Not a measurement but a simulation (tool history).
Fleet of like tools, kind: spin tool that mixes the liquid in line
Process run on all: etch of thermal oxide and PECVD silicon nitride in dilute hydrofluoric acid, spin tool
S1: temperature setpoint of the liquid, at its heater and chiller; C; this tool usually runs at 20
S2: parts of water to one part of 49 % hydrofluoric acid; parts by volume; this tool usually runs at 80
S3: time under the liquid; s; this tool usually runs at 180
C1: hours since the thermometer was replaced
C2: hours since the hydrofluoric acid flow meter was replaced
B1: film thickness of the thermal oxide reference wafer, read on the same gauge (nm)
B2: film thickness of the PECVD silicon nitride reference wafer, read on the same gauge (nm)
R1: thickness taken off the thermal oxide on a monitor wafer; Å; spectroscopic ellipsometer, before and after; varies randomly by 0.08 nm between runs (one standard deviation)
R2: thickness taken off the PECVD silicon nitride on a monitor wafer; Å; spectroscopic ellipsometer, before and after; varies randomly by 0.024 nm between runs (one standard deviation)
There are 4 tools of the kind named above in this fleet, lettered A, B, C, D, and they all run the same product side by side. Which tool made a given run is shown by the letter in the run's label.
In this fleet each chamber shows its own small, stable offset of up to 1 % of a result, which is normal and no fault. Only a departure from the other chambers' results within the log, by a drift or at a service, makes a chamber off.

Run 1D, hour 4.9: usual settings; C1 14.5; C2 649.3; B1 40.005; B2 69.996. Result: R1 90.956 Å, R2 29.395 Å.
Run 2B, hour 11.6: usual settings; C1 268.1; C2 171.8; B1 40.033; B2 70.005. Result: R1 90.615 Å, R2 29.227 Å.
Run 3C, hour 18.2: usual settings; C1 1381.6; C2 1322; B1 40; B2 70.013. Result: R1 90.27 Å, R2 29.308 Å.
Run 4A, hour 23.1: usual settings; C1 507.2; C2 1276.7; B1 40.031; B2 70.011. Result: R1 90.955 Å, R2 29.185 Å.
Run 5D, hour 27.4: usual settings; C1 37; C2 671.8; B1 40.012; B2 69.994. Result: R1 89.813 Å, R2 29.243 Å.
Run 6B, hour 31.8: usual settings; C1 288.3; C2 192; B1 40.047; B2 70.001. Result: R1 88.783 Å, R2 29.548 Å.
At hour 32.1: chamber C: hydrofluoric acid flow meter replaced.
Run 7A, hour 39.2: usual settings; C1 523.3; C2 1292.8; B1 39.969; B2 70.01. Result: R1 91.622 Å, R2 29.175 Å.
Run 8C, hour 44.7: usual settings; C1 1408.1; C2 12.6; B1 39.991; B2 70.003. Result: R1 91.106 Å, R2 29.185 Å.
Run 9D, hour 49.1: usual settings; C1 58.7; C2 693.5; B1 40.003; B2 70.002. Result: R1 90.017 Å, R2 29.063 Å.
Run 10C, hour 53.2: usual settings; C1 1416.6; C2 21.1; B1 40.057; B2 69.984. Result: R1 88.809 Å, R2 29.652 Å.
Run 11A, hour 60.6: usual settings; C1 544.7; C2 1314.2; B1 39.996; B2 69.993. Result: R1 89.544 Å, R2 29.081 Å.
Run 12B, hour 68.7: usual settings; C1 325.2; C2 228.9; B1 40.009; B2 70.01. Result: R1 89.004 Å, R2 28.984 Å.
Run 13D, hour 74.6: usual settings; C1 84.2; C2 719; B1 40.06; B2 69.996. Result: R1 90.176 Å, R2 29.246 Å.
Run 14C, hour 78.6: usual settings; C1 1442; C2 46.5; B1 39.992; B2 69.981. Result: R1 89.812 Å, R2 29.454 Å.
Run 15B, hour 82.9: usual settings; C1 339.4; C2 243.1; B1 39.948; B2 69.997. Result: R1 88.252 Å, R2 28.789 Å.
Run 16A, hour 91.9: usual settings; C1 576; C2 1345.5; B1 39.995; B2 69.999. Result: R1 90.853 Å, R2 29.156 Å.
Run 17B, hour 97.5: usual settings; C1 354; C2 257.7; B1 39.982; B2 69.999. Result: R1 89.504 Å, R2 29.556 Å.
Run 18D, hour 106.1: usual settings; C1 115.7; C2 750.5; B1 39.993; B2 69.999. Result: R1 90.415 Å, R2 29.158 Å.
Run 19A, hour 110.4: usual settings; C1 594.5; C2 1364; B1 39.98; B2 69.982. Result: R1 91.188 Å, R2 28.992 Å.
Run 20C, hour 119.3: usual settings but S2 105 parts by volume, S3 245 s; C1 1482.7; C2 87.2; B1 40.009; B2 69.988. Result: R1 91.196 Å, R2 30.541 Å.
Run 21C, hour 127.7: usual settings but S2 105 parts by volume, S3 245 s; C1 1491.1; C2 95.6; B1 40.008; B2 69.984. Result: R1 89.547 Å, R2 30.143 Å.
Run 22B, hour 135.8: usual settings but S2 105 parts by volume, S3 245 s; C1 392.3; C2 296; B1 39.969; B2 69.996. Result: R1 89.374 Å, R2 30.128 Å.
Run 23D, hour 143: usual settings but S2 105 parts by volume, S3 245 s; C1 152.6; C2 787.4; B1 40.004; B2 70.015. Result: R1 91.566 Å, R2 30.93 Å.
Run 24A, hour 149.5: usual settings; C1 633.6; C2 1403.1; B1 39.996; B2 69.997. Result: R1 89.019 Å, R2 28.989 Å.
Run 25C, hour 155.4: usual settings; C1 1518.8; C2 123.3; B1 39.988; B2 70.004. Result: R1 90.508 Å, R2 29.335 Å.
Run 26B, hour 161.2: usual settings; C1 417.7; C2 321.4; B1 40.023; B2 69.988. Result: R1 88.915 Å, R2 29.226 Å.
Run 27A, hour 167.9: usual settings but S1 17 C; C1 652; C2 1421.5; B1 39.996; B2 70.004. Result: R1 79.799 Å, R2 23.699 Å.
Run 28D, hour 174.2: usual settings but S1 17 C; C1 183.8; C2 818.6; B1 40.024; B2 69.983. Result: R1 80.723 Å, R2 23.46 Å.
Run 29B, hour 181.9: usual settings but S1 17 C; C1 438.4; C2 342.1; B1 39.98; B2 70.014. Result: R1 78.187 Å, R2 23.695 Å.
Run 30A, hour 189: usual settings but S1 17 C; C1 673.1; C2 1442.6; B1 40.025; B2 69.988. Result: R1 79.915 Å, R2 23.769 Å.
Run 31C, hour 196.9: usual settings; C1 1560.3; C2 164.8; B1 40.028; B2 70.027. Result: R1 90.294 Å, R2 29.155 Å.

Next, all 4 chambers run the settings below, one line each with question marks for the results. What does each chamber give?
Run 32A, hour 203.4: usual settings but S3 225 s. Result: R1 ?, R2 ?.
Run 32B, hour 203.4: usual settings but S3 225 s. Result: R1 ?, R2 ?.
Run 32C, hour 203.4: usual settings but S3 225 s. Result: R1 ?, R2 ?.
Run 32D, hour 203.4: usual settings but S3 225 s. Result: R1 ?, R2 ?.

run      R1      R2
32A  113.13  36.411
32B   111.8  36.342
32C  112.56  37.159
32D  113.27  36.425
